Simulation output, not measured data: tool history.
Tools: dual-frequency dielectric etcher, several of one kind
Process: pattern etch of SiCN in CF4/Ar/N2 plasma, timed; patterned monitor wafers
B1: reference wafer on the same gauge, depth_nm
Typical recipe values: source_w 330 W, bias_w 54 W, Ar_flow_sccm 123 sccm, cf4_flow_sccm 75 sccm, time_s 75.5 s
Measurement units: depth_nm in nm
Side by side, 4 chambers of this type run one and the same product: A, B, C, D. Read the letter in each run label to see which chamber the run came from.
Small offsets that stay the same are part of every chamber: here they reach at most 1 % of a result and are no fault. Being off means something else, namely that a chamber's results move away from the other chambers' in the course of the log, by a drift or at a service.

run 1D hour=8.1 | source_w=330 bias_w=54 Ar_flow_sccm=123 cf4_flow_sccm=75 time_s=75.5 | B1=50.585 | depth_nm=44.083
run 2B hour=14.9 | source_w=330 bias_w=54 Ar_flow_sccm=123 cf4_flow_sccm=75 time_s=75.5 | B1=50.605 | depth_nm=44.323
run 3C hour=19.0 | source_w=330 bias_w=54 Ar_flow_sccm=123 cf4_flow_sccm=75 time_s=75.5 | B1=50.655 | depth_nm=43.766
run 4A hour=22.7 | source_w=330 bias_w=54 Ar_flow_sccm=123 cf4_flow_sccm=75 time_s=75.5 | B1=50.626 | depth_nm=44.150
run 5D hour=28.7 | source_w=330 bias_w=54 Ar_flow_sccm=123 cf4_flow_sccm=75 time_s=75.5 | B1=50.662 | depth_nm=44.191
run 6B hour=36.6 | source_w=330 bias_w=54 Ar_flow_sccm=123 cf4_flow_sccm=75 time_s=75.5 | B1=50.673 | depth_nm=44.237
run 7C hour=43.3 | source_w=330 bias_w=54 Ar_flow_sccm=123 cf4_flow_sccm=75 time_s=75.5 | B1=50.671 | depth_nm=43.738
run 8A hour=47.0 | source_w=330 bias_w=54 Ar_flow_sccm=123 cf4_flow_sccm=75 time_s=75.5 | B1=50.674 | depth_nm=44.241
run 9C hour=54.7 | source_w=330 bias_w=54 Ar_flow_sccm=123 cf4_flow_sccm=75 time_s=75.5 | B1=50.705 | depth_nm=43.709
run 10B hour=59.8 | source_w=330 bias_w=54 Ar_flow_sccm=123 cf4_flow_sccm=75 time_s=75.5 | B1=50.706 | depth_nm=44.366
run 11A hour=65.1 | source_w=330 bias_w=54 Ar_flow_sccm=123 cf4_flow_sccm=75 time_s=75.5 | B1=50.698 | depth_nm=44.141
-- hour=69.8 chamber D: CF4 flow controller replaced
run 12D hour=71.9 | source_w=330 bias_w=54 Ar_flow_sccm=123 cf4_flow_sccm=75 time_s=75.5 | B1=50.718 | depth_nm=44.170
run 13D hour=76.9 | source_w=330 bias_w=54 Ar_flow_sccm=123 cf4_flow_sccm=75 time_s=75.5 | B1=50.723 | depth_nm=44.171
run 14B hour=83.0 | source_w=330 bias_w=54 Ar_flow_sccm=123 cf4_flow_sccm=75 time_s=75.5 | B1=50.732 | depth_nm=44.414
run 15A hour=89.3 | source_w=330 bias_w=54 Ar_flow_sccm=123 cf4_flow_sccm=75 time_s=75.5 | B1=50.755 | depth_nm=44.108
run 16C hour=96.2 | source_w=330 bias_w=54 Ar_flow_sccm=123 cf4_flow_sccm=75 time_s=75.5 | B1=50.783 | depth_nm=43.905
run 17C hour=101.0 | source_w=330 bias_w=54 Ar_flow_sccm=123 cf4_flow_sccm=75 time_s=75.5 | B1=50.771 | depth_nm=43.766
run 18B hour=106.2 | source_w=330 bias_w=65 Ar_flow_sccm=123 cf4_flow_sccm=92 time_s=75.5 | B1=50.764 | depth_nm=48.900
run 19A hour=113.7 | source_w=330 bias_w=65 Ar_flow_sccm=123 cf4_flow_sccm=92 time_s=75.5 | B1=50.779 | depth_nm=48.732
run 20D hour=118.7 | source_w=330 bias_w=65 Ar_flow_sccm=123 cf4_flow_sccm=92 time_s=75.5 | B1=50.816 | depth_nm=48.563
-- hour=124.1 chamber B: Ar flow controller replaced
run 21A hour=126.0 | source_w=330 bias_w=65 Ar_flow_sccm=123 cf4_flow_sccm=92 time_s=75.5 | B1=50.818 | depth_nm=48.724
-- hour=130.2 chamber C: wet clean of the chamber
run 22B hour=134.2 | source_w=330 bias_w=54 Ar_flow_sccm=123 cf4_flow_sccm=75 time_s=75.5 | B1=50.819 | depth_nm=44.486
-- hour=135.9 chamber B: wet clean of the chamber
run 23D hour=141.2 | source_w=300 bias_w=54 Ar_flow_sccm=123 cf4_flow_sccm=75 time_s=94.0 | B1=50.811 | depth_nm=50.716
run 24C hour=145.0 | source_w=300 bias_w=54 Ar_flow_sccm=123 cf4_flow_sccm=75 time_s=94.0 | B1=50.841 | depth_nm=50.088
run 25B hour=151.6 | source_w=300 bias_w=54 Ar_flow_sccm=123 cf4_flow_sccm=75 time_s=94.0 | B1=50.853 | depth_nm=50.920
run 26A hour=159.4 | source_w=300 bias_w=54 Ar_flow_sccm=123 cf4_flow_sccm=75 time_s=94.0 | B1=50.861 | depth_nm=50.758
run 27D hour=165.8 | source_w=330 bias_w=54 Ar_flow_sccm=123 cf4_flow_sccm=75 time_s=75.5 | B1=50.887 | depth_nm=44.317
run 28C hour=170.8 | source_w=330 bias_w=54 Ar_flow_sccm=123 cf4_flow_sccm=75 time_s=75.5 | B1=50.865 | depth_nm=43.847
run 29A hour=177.4 | source_w=400 bias_w=41 Ar_flow_sccm=123 cf4_flow_sccm=75 time_s=75.5 | B1=50.899 | depth_nm=48.368
run 30C hour=184.8 | source_w=400 bias_w=41 Ar_flow_sccm=123 cf4_flow_sccm=75 time_s=75.5 | B1=50.906 | depth_nm=47.657
run 31B hour=192.9 | source_w=400 bias_w=41 Ar_flow_sccm=123 cf4_flow_sccm=75 time_s=75.5 | B1=50.924 | depth_nm=48.446
run 32D hour=196.9 | source_w=400 bias_w=41 Ar_flow_sccm=123 cf4_flow_sccm=75 time_s=75.5 | B1=50.904 | depth_nm=47.988

For the next run the whole fleet of 4 chambers uses the same settings. Give each chamber's results:
run 33A hour=203.0 | source_w=330 bias_w=54 Ar_flow_sccm=138 cf4_flow_sccm=75 time_s=75.5 | depth_nm=?
run 33B hour=203.0 | source_w=330 bias_w=54 Ar_flow_sccm=138 cf4_flow_sccm=75 time_s=75.5 | depth_nm=?
run 33C hour=203.0 | source_w=330 bias_w=54 Ar_flow_sccm=138 cf4_flow_sccm=75 time_s=75.5 | depth_nm=?
run 33D hour=203.0 | source_w=330 bias_w=54 Ar_flow_sccm=138 cf4_flow_sccm=75 time_s=75.5 | depth_nm=?

run=33A depth_nm=43.620
run=33B depth_nm=43.740
run=33C depth_nm=43.017
run=33D depth_nm=43.482

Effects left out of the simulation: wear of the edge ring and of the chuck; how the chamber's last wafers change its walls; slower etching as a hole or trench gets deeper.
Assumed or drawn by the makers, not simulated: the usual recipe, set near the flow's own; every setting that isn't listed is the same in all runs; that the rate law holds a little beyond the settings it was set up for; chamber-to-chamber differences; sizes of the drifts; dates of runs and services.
